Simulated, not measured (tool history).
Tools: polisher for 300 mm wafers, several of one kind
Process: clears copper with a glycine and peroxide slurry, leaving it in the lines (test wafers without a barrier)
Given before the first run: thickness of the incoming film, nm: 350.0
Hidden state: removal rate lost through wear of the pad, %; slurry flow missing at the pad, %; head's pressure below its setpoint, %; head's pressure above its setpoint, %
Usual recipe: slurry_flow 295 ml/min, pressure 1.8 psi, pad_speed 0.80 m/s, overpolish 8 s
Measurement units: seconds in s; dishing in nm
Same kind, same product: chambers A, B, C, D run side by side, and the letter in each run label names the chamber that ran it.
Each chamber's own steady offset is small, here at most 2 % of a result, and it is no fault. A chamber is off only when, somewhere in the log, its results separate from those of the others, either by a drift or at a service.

run     day  slurry_flow  pressure  pad_speed  overpolish  wafers polished on this pad  hours since the slurry nozzle was cleaned  hours since the head pressure was calibrated  seconds  dishing
 1B   0.554          295       1.8       0.80           8                          137                                      621.6                                         320.2  115.750   17.463
 2D   0.829          295       1.8       0.80           8                          475                                      150.2                                         577.5  113.650   17.604
      1.142  -- chamber B: head pressure recalibrated
 3A   1.146          295       1.8       0.80           8                          355                                       77.4                                         458.4  114.210   17.824
 4C   1.633          295       1.8       0.80           8                          486                                      151.3                                        1258.4  113.350   17.857
 5D   2.146          220       1.8       0.80           8                          684                                      181.8                                         609.1  118.380   17.430
      2.700  -- chamber B: worn pad replaced by a new one
      2.717  -- chamber A: worn pad replaced by a new one
 6A   2.783          220       1.8       0.80           8                           10                                      116.7                                         497.7  118.500   17.218
 7C   3.362          220       1.8       0.80           8                          760                                      192.8                                        1299.9  118.510   17.298
 8B   3.942          220       1.8       0.80           8                          196                                      702.9                                          67.2  117.390   16.867
      4.096  -- chamber C: head pressure recalibrated
      4.208  -- chamber C: worn pad replaced by a new one
      4.367  -- chamber D: worn pad replaced by a new one
 9A   4.417          360       1.8       0.80           8                          269                                      155.9                                         536.9  113.420   17.973
10B   4.817          360       1.8       0.80           8                          335                                      723.9                                          88.2  114.700   17.396
11C   5.408          360       1.8       0.80           8                          190                                      241.9                                          31.6  111.670   17.406
12D   5.850          360       1.8       0.80           8                          234                                      270.7                                         698.0  109.970   18.427
      6.092  -- chamber A: worn pad replaced by a new one
13D   6.300          295       1.8       0.80           8                          306                                      281.5                                         708.8  113.050   17.892
      6.404  -- chamber B: worn pad replaced by a new one
14A   6.596          295       1.8       0.80           8                           80                                      208.2                                         589.2  113.520   18.156
15B   7.117          360       2.1       0.80           8                          112                                      779.1                                         143.4  101.930   19.483
16C   7.467          360       2.1       0.80           8                          515                                      291.3                                          81.0  100.350   20.150
17B   8.104          360       2.1       0.80           8                          269                                      802.8                                         167.1  104.030   19.600
      8.362  -- chamber B: slurry nozzle cleaned
      8.408  -- chamber C: slurry nozzle cleaned
18D   8.742          360       2.1       0.80           8                          692                                      340.1                                         767.4   98.945   19.628
19C   9.104          265       1.8       0.54           8                          775                                       16.7                                         120.3  153.950   13.553
      9.221  -- chamber C: worn pad replaced by a new one
      9.446  -- chamber D: head pressure recalibrated
20A   9.604          265       1.8       0.54           8                          556                                      280.4                                         661.4  147.890   14.099
21A   9.892          265       1.8       0.54           8                          601                                      287.3                                         668.3  151.730   14.214
     10.042  -- chamber D: worn pad replaced by a new one
22C  10.188          265       1.8       0.54           8                          153                                       42.7                                         146.3  150.490   13.783
     10.304  -- chamber B: worn pad replaced by a new one
23D  10.600          295       1.8       0.80           8                           88                                      384.7                                          27.7  116.130   18.093
24B  11.192          295       1.8       0.80           8                          140                                       67.9                                         241.2  116.610   17.832
25C  11.796          295       1.8       0.80           8                          407                                       81.3                                         184.9  115.000   17.889

Next, every chamber runs the same settings. What will each give?
26A  12.254          295       1.8       0.80           8                                                                                                                              ?        ?
26B  12.254          295       1.8       0.80           8                                                                                                                              ?        ?
26C  12.254          295       1.8       0.80           8                                                                                                                              ?        ?
26D  12.254          295       1.8       0.80           8                                                                                                                              ?        ?

run  seconds  dishing
26A  113.520   17.977
26B  116.520   17.446
26C  116.880   17.123
26D  112.380   17.610

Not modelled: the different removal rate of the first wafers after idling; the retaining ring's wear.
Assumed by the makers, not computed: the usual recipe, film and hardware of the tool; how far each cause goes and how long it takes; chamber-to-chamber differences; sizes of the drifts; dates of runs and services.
